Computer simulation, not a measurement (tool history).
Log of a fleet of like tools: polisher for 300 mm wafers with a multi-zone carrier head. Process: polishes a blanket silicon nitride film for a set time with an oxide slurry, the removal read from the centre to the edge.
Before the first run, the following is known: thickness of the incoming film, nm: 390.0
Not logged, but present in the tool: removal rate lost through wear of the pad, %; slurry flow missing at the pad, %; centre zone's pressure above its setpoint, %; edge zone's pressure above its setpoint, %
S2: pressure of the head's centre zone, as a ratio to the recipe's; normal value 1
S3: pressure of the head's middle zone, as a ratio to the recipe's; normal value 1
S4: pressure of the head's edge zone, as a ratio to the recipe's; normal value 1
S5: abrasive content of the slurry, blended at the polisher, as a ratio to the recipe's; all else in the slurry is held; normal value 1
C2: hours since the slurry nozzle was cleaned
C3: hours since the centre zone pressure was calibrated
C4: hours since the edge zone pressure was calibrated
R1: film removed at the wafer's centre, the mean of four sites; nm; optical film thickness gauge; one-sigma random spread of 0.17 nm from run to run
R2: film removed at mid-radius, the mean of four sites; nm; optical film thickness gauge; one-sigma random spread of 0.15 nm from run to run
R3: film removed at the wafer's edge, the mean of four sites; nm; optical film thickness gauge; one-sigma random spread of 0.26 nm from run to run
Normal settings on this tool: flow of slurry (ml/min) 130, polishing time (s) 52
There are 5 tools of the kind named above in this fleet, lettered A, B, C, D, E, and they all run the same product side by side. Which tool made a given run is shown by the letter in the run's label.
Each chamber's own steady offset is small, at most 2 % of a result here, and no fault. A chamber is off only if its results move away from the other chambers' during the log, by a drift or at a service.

-- hour=1.9 chamber D: worn pad replaced by a new one
run 1A hour=6.8 | flow_of_slurry_(ml/min)=130 S2=1 S3=1 S4=1 S5=1 polishing_time_(s)=52 | wafers_polished_on_this_pad=475 C2=344.1 C3=727.5 C4=180.6 | R1=21.544 R2=21.532 R3=22.195
run 2B hour=17.3 | flow_of_slurry_(ml/min)=130 S2=1 S3=1 S4=1 S5=1 polishing_time_(s)=52 | wafers_polished_on_this_pad=486 C2=599.7 C3=1405.8 C4=468.2 | R1=21.614 R2=22.074 R3=21.429
run 3E hour=22.8 | flow_of_slurry_(ml/min)=130 S2=1 S3=1 S4=1 S5=1 polishing_time_(s)=52 | wafers_polished_on_this_pad=814 C2=315.4 C3=93.7 C4=1244.4 | R1=21.506 R2=21.807 R3=22.327
-- hour=23.3 chamber E: worn pad replaced by a new one
run 4D hour=33.8 | flow_of_slurry_(ml/min)=130 S2=1 S3=1 S4=1 S5=1 polishing_time_(s)=52 | wafers_polished_on_this_pad=439 C2=300 C3=428.7 C4=403 | R1=21.732 R2=21.542 R3=22.025
run 5C hour=39.3 | flow_of_slurry_(ml/min)=130 S2=1 S3=1 S4=1.06 S5=1 polishing_time_(s)=59 | wafers_polished_on_this_pad=592 C2=204.4 C3=438.4 C4=844 | R1=24.543 R2=24.945 R3=25.483
-- hour=42.8 chamber A: worn pad replaced by a new one
run 6A hour=45 | flow_of_slurry_(ml/min)=130 S2=1 S3=1 S4=1.06 S5=1 polishing_time_(s)=59 | wafers_polished_on_this_pad=30 C2=382.3 C3=765.7 C4=218.8 | R1=24.483 R2=24.467 R3=25.881
-- hour=48.6 chamber D: edge zone pressure recalibrated
-- hour=53.3 chamber C: worn pad replaced by a new one
-- hour=53.6 chamber B: worn pad replaced by a new one
run 7C hour=54.4 | flow_of_slurry_(ml/min)=130 S2=1 S3=1 S4=1.06 S5=1 polishing_time_(s)=59 | wafers_polished_on_this_pad=15 C2=219.5 C3=453.5 C4=859.1 | R1=24.474 R2=24.823 R3=25.311
run 8D hour=59.7 | flow_of_slurry_(ml/min)=130 S2=1 S3=1 S4=1.06 S5=1 polishing_time_(s)=59 | wafers_polished_on_this_pad=796 C2=325.9 C3=454.6 C4=11.1 | R1=24.294 R2=24.683 R3=24.91
-- hour=66.3 chamber D: worn pad replaced by a new one
run 9B hour=69.4 | flow_of_slurry_(ml/min)=130 S2=1 S3=1 S4=1.06 S5=1 polishing_time_(s)=59 | wafers_polished_on_this_pad=217 C2=651.8 C3=1457.9 C4=520.3 | R1=24.57 R2=24.858 R3=25.175
-- hour=71.1 chamber B: centre zone pressure recalibrated
run 10E hour=79.2 | flow_of_slurry_(ml/min)=130 S2=1 S3=1 S4=1 S5=1 polishing_time_(s)=52 | wafers_polished_on_this_pad=771 C2=371.8 C3=150.1 C4=1300.8 | R1=21.485 R2=21.906 R3=22.022
run 11A hour=90.4 | flow_of_slurry_(ml/min)=130 S2=1 S3=1 S4=1 S5=1 polishing_time_(s)=52 | wafers_polished_on_this_pad=655 C2=427.7 C3=811.1 C4=264.2 | R1=21.548 R2=21.752 R3=21.727
-- hour=99.2 chamber E: worn pad replaced by a new one
run 12B hour=102 | flow_of_slurry_(ml/min)=130 S2=1 S3=1 S4=1 S5=1 polishing_time_(s)=52 | wafers_polished_on_this_pad=666 C2=684.4 C3=31 C4=552.9 | R1=21.763 R2=21.813 R3=21.777
-- hour=103.3 chamber C: slurry nozzle cleaned
run 13D hour=107.8 | flow_of_slurry_(ml/min)=130 S2=1 S3=1 S4=1 S5=1 polishing_time_(s)=52 | wafers_polished_on_this_pad=572 C2=374 C3=502.7 C4=59.2 | R1=21.624 R2=21.567 R3=21.24
-- hour=110.4 chamber A: worn pad replaced by a new one
run 14C hour=118.4 | flow_of_slurry_(ml/min)=130 S2=1 S3=1 S4=1 S5=1 polishing_time_(s)=52 | wafers_polished_on_this_pad=897 C2=15.1 C3=517.5 C4=923.1 | R1=21.795 R2=21.748 R3=21.585
-- hour=121.9 chamber C: worn pad replaced by a new one
run 15E hour=128.5 | flow_of_slurry_(ml/min)=130 S2=1 S3=1 S4=1 S5=1 polishing_time_(s)=52 | wafers_polished_on_this_pad=403 C2=421.1 C3=199.4 C4=1350.1 | R1=21.402 R2=21.652 R3=21.857
-- hour=131.8 chamber B: worn pad replaced by a new one
run 16D hour=136.4 | flow_of_slurry_(ml/min)=130 S2=1 S3=1 S4=1 S5=1 polishing_time_(s)=52 | wafers_polished_on_this_pad=966 C2=402.6 C3=531.3 C4=87.8 | R1=21.7 R2=21.646 R3=22.238
-- hour=136.5 chamber D: worn pad replaced by a new one
run 17C hour=141.9 | flow_of_slurry_(ml/min)=130 S2=1 S3=1 S4=1 S5=1 polishing_time_(s)=52 | wafers_polished_on_this_pad=275 C2=38.6 C3=541 C4=946.6 | R1=21.576 R2=21.765 R3=21.74
run 18A hour=150.7 | flow_of_slurry_(ml/min)=130 S2=1 S3=1 S4=1 S5=1 polishing_time_(s)=52 | wafers_polished_on_this_pad=556 C2=488 C3=871.4 C4=324.5 | R1=21.455 R2=21.447 R3=21.728
run 19E hour=156.4 | flow_of_slurry_(ml/min)=130 S2=1 S3=0.93 S4=0.94 S5=1 polishing_time_(s)=52 | wafers_polished_on_this_pad=788 C2=449 C3=227.3 C4=1378 | R1=21.586 R2=20.329 R3=21.211
run 20B hour=163 | flow_of_slurry_(ml/min)=130 S2=1 S3=0.93 S4=0.94 S5=1 polishing_time_(s)=52 | wafers_polished_on_this_pad=430 C2=745.4 C3=92 C4=613.9 | R1=21.524 R2=20.324 R3=21.384
-- hour=168.8 chamber E: slurry nozzle cleaned
-- hour=169.3 chamber E: worn pad replaced by a new one
run 21B hour=172.8 | flow_of_slurry_(ml/min)=130 S2=1 S3=0.93 S4=0.94 S5=1 polishing_time_(s)=52 | wafers_polished_on_this_pad=565 C2=755.2 C3=101.8 C4=623.7 | R1=22.05 R2=20.382 R3=20.75
-- hour=180.1 chamber D: centre zone pressure recalibrated
-- hour=181.6 chamber C: edge zone pressure recalibrated
run 22D hour=181.8 | flow_of_slurry_(ml/min)=130 S2=1 S3=0.93 S4=0.94 S5=1 polishing_time_(s)=52 | wafers_polished_on_this_pad=624 C2=448 C3=1.8 C4=133.2 | R1=23.406 R2=20.22 R3=20.643
-- hour=184 chamber A: worn pad replaced by a new one
run 23C hour=191.7 | flow_of_slurry_(ml/min)=130 S2=1 S3=0.93 S4=0.94 S5=1 polishing_time_(s)=52 | wafers_polished_on_this_pad=961 C2=88.4 C3=590.8 C4=10.2 | R1=21.907 R2=20.491 R3=21.537
-- hour=191.9 chamber C: worn pad replaced by a new one
-- hour=199.1 chamber D: worn pad replaced by a new one
run 24E hour=199.7 | flow_of_slurry_(ml/min)=130 S2=1 S3=1 S4=1 S5=1 polishing_time_(s)=52 | wafers_polished_on_this_pad=419 C2=31 C3=270.6 C4=1421.3 | R1=21.671 R2=21.63 R3=22.135
-- hour=205.1 chamber B: worn pad replaced by a new one
run 25A hour=205.6 | flow_of_slurry_(ml/min)=130 S2=1 S3=1.06 S4=0.89 S5=1 polishing_time_(s)=52 | wafers_polished_on_this_pad=298 C2=542.9 C3=926.3 C4=379.4 | R1=21.83 R2=23.075 R3=20.741
run 26C hour=216.3 | flow_of_slurry_(ml/min)=130 S2=1 S3=1.06 S4=0.89 S5=1 polishing_time_(s)=52 | wafers_polished_on_this_pad=336 C2=113 C3=615.4 C4=34.8 | R1=21.654 R2=22.988 R3=20.685
run 27B hour=226.2 | flow_of_slurry_(ml/min)=130 S2=1 S3=1.06 S4=0.89 S5=1 polishing_time_(s)=52 | wafers_polished_on_this_pad=291 C2=808.6 C3=155.2 C4=677.1 | R1=21.567 R2=22.996 R3=20.426
-- hour=226.8 chamber E: worn pad replaced by a new one
-- hour=231 chamber E: edge zone pressure recalibrated
-- hour=233.7 chamber D: slurry nozzle cleaned
run 28A hour=236.4 | flow_of_slurry_(ml/min)=130 S2=1 S3=1.06 S4=0.89 S5=1 polishing_time_(s)=52 | wafers_polished_on_this_pad=722 C2=573.7 C3=957.1 C4=410.2 | R1=21.581 R2=22.58 R3=20.491
run 29D hour=243.9 | flow_of_slurry_(ml/min)=130 S2=1 S3=1.06 S4=0.89 S5=1 polishing_time_(s)=52 | wafers_polished_on_this_pad=618 C2=10.3 C3=63.9 C4=195.3 | R1=23.492 R2=22.95 R3=20.3
-- hour=248.5 chamber A: worn pad replaced by a new one
-- hour=252.4 chamber C: worn pad replaced by a new one
run 30E hour=255 | flow_of_slurry_(ml/min)=130 S2=1 S3=1 S4=1 S5=1 polishing_time_(s)=52 | wafers_polished_on_this_pad=388 C2=86.3 C3=325.9 C4=24 | R1=21.583 R2=21.669 R3=21.788
run 31E hour=260.2 | flow_of_slurry_(ml/min)=130 S2=1 S3=1 S4=1 S5=1 polishing_time_(s)=52 | wafers_polished_on_this_pad=460 C2=91.5 C3=331.1 C4=29.2 | R1=21.837 R2=21.632 R3=22.062
-- hour=264.7 chamber D: worn pad replaced by a new one
run 32C hour=266.5 | flow_of_slurry_(ml/min)=130 S2=1 S3=1 S4=1 S5=1 polishing_time_(s)=52 | wafers_polished_on_this_pad=195 C2=163.2 C3=665.6 C4=85 | R1=21.689 R2=21.632 R3=21.906
run 33A hour=273.5 | flow_of_slurry_(ml/min)=130 S2=1 S3=1 S4=1 S5=1 polishing_time_(s)=52 | wafers_polished_on_this_pad=345 C2=610.8 C3=994.2 C4=447.3 | R1=21.732 R2=21.567 R3=22.121
-- hour=276.6 chamber B: slurry nozzle cleaned
run 34B hour=278.6 | flow_of_slurry_(ml/min)=130 S2=1 S3=1 S4=1 S5=1 polishing_time_(s)=52 | wafers_polished_on_this_pad=1013 C2=2.1 C3=207.6 C4=729.5 | R1=21.695 R2=21.78 R3=22.291
-- hour=279.2 chamber B: worn pad replaced by a new one
-- hour=285.7 chamber E: worn pad replaced by a new one
-- hour=286.5 chamber A: slurry nozzle cleaned
run 35D hour=288.8 | flow_of_slurry_(ml/min)=130 S2=1 S3=1 S4=1 S5=1 polishing_time_(s)=52 | wafers_polished_on_this_pad=332 C2=55.2 C3=108.8 C4=240.2 | R1=23.445 R2=21.701 R3=21.686
run 36B hour=295.2 | flow_of_slurry_(ml/min)=130 S2=1 S3=1 S4=1 S5=1 polishing_time_(s)=52 | wafers_polished_on_this_pad=220 C2=18.7 C3=224.2 C4=746.1 | R1=22.003 R2=21.824 R3=21.496
-- hour=305.9 chamber E: centre zone pressure recalibrated
run 37D hour=306.6 | flow_of_slurry_(ml/min)=130 S2=1 S3=1 S4=1 S5=1 polishing_time_(s)=52 | wafers_polished_on_this_pad=577 C2=73 C3=126.6 C4=258 | R1=23.378 R2=21.564 R3=21.925
-- hour=312.8 chamber C: worn pad replaced by a new one
run 38A hour=315 | flow_of_slurry_(ml/min)=100 S2=0.92 S3=1 S4=1 S5=1 polishing_time_(s)=52 | wafers_polished_on_this_pad=917 C2=28.6 C3=1035.7 C4=488.8 | R1=18.475 R2=20.274 R3=21.211
run 39C hour=326 | flow_of_slurry_(ml/min)=100 S2=0.92 S3=1 S4=1 S5=1 polishing_time_(s)=52 | wafers_polished_on_this_pad=182 C2=222.7 C3=725.1 C4=144.5 | R1=18.379 R2=20.29 R3=21.062
run 40E hour=332.1 | flow_of_slurry_(ml/min)=100 S2=0.92 S3=1 S4=1 S5=1 polishing_time_(s)=52 | wafers_polished_on_this_pad=639 C2=163.4 C3=26.3 C4=101.1 | R1=18.199 R2=20.421 R3=20.934

Is one chamber off against the others, does the gauge drift, or is nothing wrong? If a chamber is off, say which, and what the likeliest cause is.

Chamber D has stood off from the others ever since a service on it.
What lies behind it: centre zone's pressure above its setpoint, % = 7.69.

Here are 4 candidates for chamber D's next run, each the usual settings with a change, their results left as question marks. Which one brings its results back in line with what the others give on the usual settings?
Maximum distance from the other chambers' mean on the usual settings for a result to count as in line: R1 0.59 nm; R2 0.51 nm; R3 0.92 nm
run 41D-1 hour=340.4 | flow_of_slurry_(ml/min)=125 S2=0.89 S3=1.03 S4=1.03 S5=1 polishing_time_(s)=52 | R1=? R2=? R3=?
run 41D-2 hour=340.4 | flow_of_slurry_(ml/min)=135 S2=1.06 S3=0.98 S4=0.98 S5=1 polishing_time_(s)=52 | R1=? R2=? R3=?
run 41D-3 hour=340.4 | flow_of_slurry_(ml/min)=135 S2=1.11 S3=0.97 S4=0.97 S5=1 polishing_time_(s)=52 | R1=? R2=? R3=?
run 41D-4 hour=340.4 | flow_of_slurry_(ml/min)=125 S2=0.94 S3=1.02 S4=1.02 S5=1 polishing_time_(s)=52 | R1=? R2=? R3=?

Mean of the other chambers on the usual settings: R1 21.662 nm; R2 21.764 nm; R3 21.829 nm
run=41D-1 R1=20.226 R2=21.962 R3=21.935
run=41D-2 R1=24.995 R2=21.297 R3=21.628
run=41D-3 R1=26.285 R2=21.089 R3=21.515
run=41D-4 R1=21.492 R2=21.756 R3=21.823
It is 41D-4 that realigns the chamber with its peers.

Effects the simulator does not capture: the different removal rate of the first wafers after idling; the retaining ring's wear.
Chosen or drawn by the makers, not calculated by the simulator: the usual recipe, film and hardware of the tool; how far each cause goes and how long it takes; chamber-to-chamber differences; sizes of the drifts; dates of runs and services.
